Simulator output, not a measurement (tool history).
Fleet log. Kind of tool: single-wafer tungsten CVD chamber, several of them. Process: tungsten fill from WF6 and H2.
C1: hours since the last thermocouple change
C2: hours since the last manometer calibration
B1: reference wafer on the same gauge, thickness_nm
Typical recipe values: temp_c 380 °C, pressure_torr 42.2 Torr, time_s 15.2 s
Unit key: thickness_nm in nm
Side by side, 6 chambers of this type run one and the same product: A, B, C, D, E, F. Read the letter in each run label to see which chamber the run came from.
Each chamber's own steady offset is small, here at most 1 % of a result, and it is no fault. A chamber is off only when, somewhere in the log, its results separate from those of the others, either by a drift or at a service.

run 1E hour=14.1 | temp_c=380 pressure_torr=42.2 time_s=15.2 | C1=668.6 C2=1343.3 | B1=35.388 | thickness_nm=35.28
run 2D hour=24.1 | temp_c=380 pressure_torr=42.2 time_s=15.2 | C1=1210 C2=1326.8 | B1=35.396 | thickness_nm=34.904
run 3F hour=36.7 | temp_c=380 pressure_torr=42.2 time_s=15.2 | C1=962 C2=630.1 | B1=35.387 | thickness_nm=34.776
run 4C hour=44.3 | temp_c=380 pressure_torr=42.2 time_s=15.2 | C1=792.9 C2=1650 | B1=35.374 | thickness_nm=35.134
run 5A hour=54.8 | temp_c=388 pressure_torr=42.2 time_s=17.5 | C1=1152.5 C2=2294 | B1=35.372 | thickness_nm=47.576
run 6B hour=67.6 | temp_c=388 pressure_torr=42.2 time_s=17.5 | C1=768.7 C2=162 | B1=35.369 | thickness_nm=47.182
run 7B hour=76.7 | temp_c=388 pressure_torr=42.2 time_s=17.5 | C1=777.8 C2=171.1 | B1=35.372 | thickness_nm=47.311
run 8A hour=88.1 | temp_c=388 pressure_torr=42.2 time_s=17.5 | C1=1185.8 C2=2327.3 | B1=35.351 | thickness_nm=47.521
run 9D hour=95.6 | temp_c=388 pressure_torr=42.2 time_s=17.5 | C1=1281.5 C2=1398.3 | B1=35.35 | thickness_nm=47.056
run 10C hour=105.4 | temp_c=388 pressure_torr=42.2 time_s=17.5 | C1=854 C2=1711.1 | B1=35.358 | thickness_nm=47.237
run 11F hour=119.3 | temp_c=375 pressure_torr=42.2 time_s=17.3 | C1=1044.6 C2=712.7 | B1=35.353 | thickness_nm=35.819
run 12E hour=131.6 | temp_c=375 pressure_torr=42.2 time_s=17.3 | C1=786.1 C2=1460.8 | B1=35.339 | thickness_nm=36.127
run 13F hour=144.1 | temp_c=375 pressure_torr=42.2 time_s=17.3 | C1=1069.4 C2=737.5 | B1=35.335 | thickness_nm=35.77
run 14D hour=152.2 | temp_c=375 pressure_torr=42.2 time_s=17.3 | C1=1338.1 C2=1454.9 | B1=35.339 | thickness_nm=35.859
run 15C hour=161 | temp_c=375 pressure_torr=42.2 time_s=17.3 | C1=909.6 C2=1766.7 | B1=35.334 | thickness_nm=36.12
run 16B hour=171.2 | temp_c=375 pressure_torr=42.2 time_s=17.3 | C1=872.3 C2=265.6 | B1=35.333 | thickness_nm=35.789
run 17A hour=184 | temp_c=380 pressure_torr=42.2 time_s=15.2 | C1=1281.7 C2=2423.2 | B1=35.32 | thickness_nm=35.298
run 18E hour=190.9 | temp_c=380 pressure_torr=42.2 time_s=15.2 | C1=845.4 C2=1520.1 | B1=35.321 | thickness_nm=35.158
run 19F hour=198.8 | temp_c=380 pressure_torr=48.7 time_s=17 | C1=1124.1 C2=792.2 | B1=35.321 | thickness_nm=41.578
run 20E hour=209.1 | temp_c=380 pressure_torr=48.7 time_s=17 | C1=863.6 C2=1538.3 | B1=35.304 | thickness_nm=42.103
run 21D hour=222.7 | temp_c=380 pressure_torr=48.7 time_s=17 | C1=1408.6 C2=1525.4 | B1=35.312 | thickness_nm=41.571
run 22B hour=232.4 | temp_c=380 pressure_torr=48.7 time_s=17 | C1=933.5 C2=326.8 | B1=35.305 | thickness_nm=41.661
run 23A hour=239.9 | temp_c=380 pressure_torr=48.7 time_s=17 | C1=1337.6 C2=2479.1 | B1=35.311 | thickness_nm=42.112
run 24C hour=251.8 | temp_c=380 pressure_torr=48.7 time_s=17 | C1=1000.4 C2=1857.5 | B1=35.296 | thickness_nm=41.94
run 25F hour=262.9 | temp_c=380 pressure_torr=42.2 time_s=15.2 | C1=1188.2 C2=856.3 | B1=35.276 | thickness_nm=34.745
run 26D hour=270.8 | temp_c=373 pressure_torr=42.2 time_s=15.2 | C1=1456.7 C2=1573.5 | B1=35.279 | thickness_nm=30.087
run 27E hour=280.5 | temp_c=373 pressure_torr=42.2 time_s=15.2 | C1=935 C2=1609.7 | B1=35.283 | thickness_nm=30.295
run 28B hour=292.5 | temp_c=373 pressure_torr=42.2 time_s=15.2 | C1=993.6 C2=386.9 | B1=35.283 | thickness_nm=30.068
run 29C hour=305.9 | temp_c=373 pressure_torr=42.2 time_s=15.2 | C1=1054.5 C2=1911.6 | B1=35.284 | thickness_nm=30.376
run 30A hour=314.2 | temp_c=373 pressure_torr=42.2 time_s=15.2 | C1=1411.9 C2=2553.4 | B1=35.262 | thickness_nm=30.538
run 31D hour=324.7 | temp_c=373 pressure_torr=42.2 time_s=15.2 | C1=1510.6 C2=1627.4 | B1=35.273 | thickness_nm=30.165
run 32A hour=338.1 | temp_c=380 pressure_torr=42.2 time_s=15.2 | C1=1435.8 C2=2577.3 | B1=35.261 | thickness_nm=35.202
run 33B hour=349.8 | temp_c=380 pressure_torr=42.2 time_s=15.2 | C1=1050.9 C2=444.2 | B1=35.248 | thickness_nm=34.773
run 34F hour=357.3 | temp_c=380 pressure_torr=33.8 time_s=15.2 | C1=1282.6 C2=950.7 | B1=35.249 | thickness_nm=31.174
run 35C hour=365.7 | temp_c=380 pressure_torr=33.8 time_s=15.2 | C1=1114.3 C2=1971.4 | B1=35.249 | thickness_nm=31.496
run 36E hour=374.5 | temp_c=380 pressure_torr=33.8 time_s=15.2 | C1=1029 C2=1703.7 | B1=35.238 | thickness_nm=31.621

The same settings go to every chamber for the next run, one line per chamber below. Forecast the results for each:
run 37A hour=385 | temp_c=380 pressure_torr=42.2 time_s=15.2 | thickness_nm=?
run 37B hour=385 | temp_c=380 pressure_torr=42.2 time_s=15.2 | thickness_nm=?
run 37C hour=385 | temp_c=380 pressure_torr=42.2 time_s=15.2 | thickness_nm=?
run 37D hour=385 | temp_c=380 pressure_torr=42.2 time_s=15.2 | thickness_nm=?
run 37E hour=385 | temp_c=380 pressure_torr=42.2 time_s=15.2 | thickness_nm=?
run 37F hour=385 | temp_c=380 pressure_torr=42.2 time_s=15.2 | thickness_nm=?

run=37A thickness_nm=35.148
run=37B thickness_nm=34.714
run=37C thickness_nm=35.026
run=37D thickness_nm=34.715
run=37E thickness_nm=35.134
run=37F thickness_nm=34.604
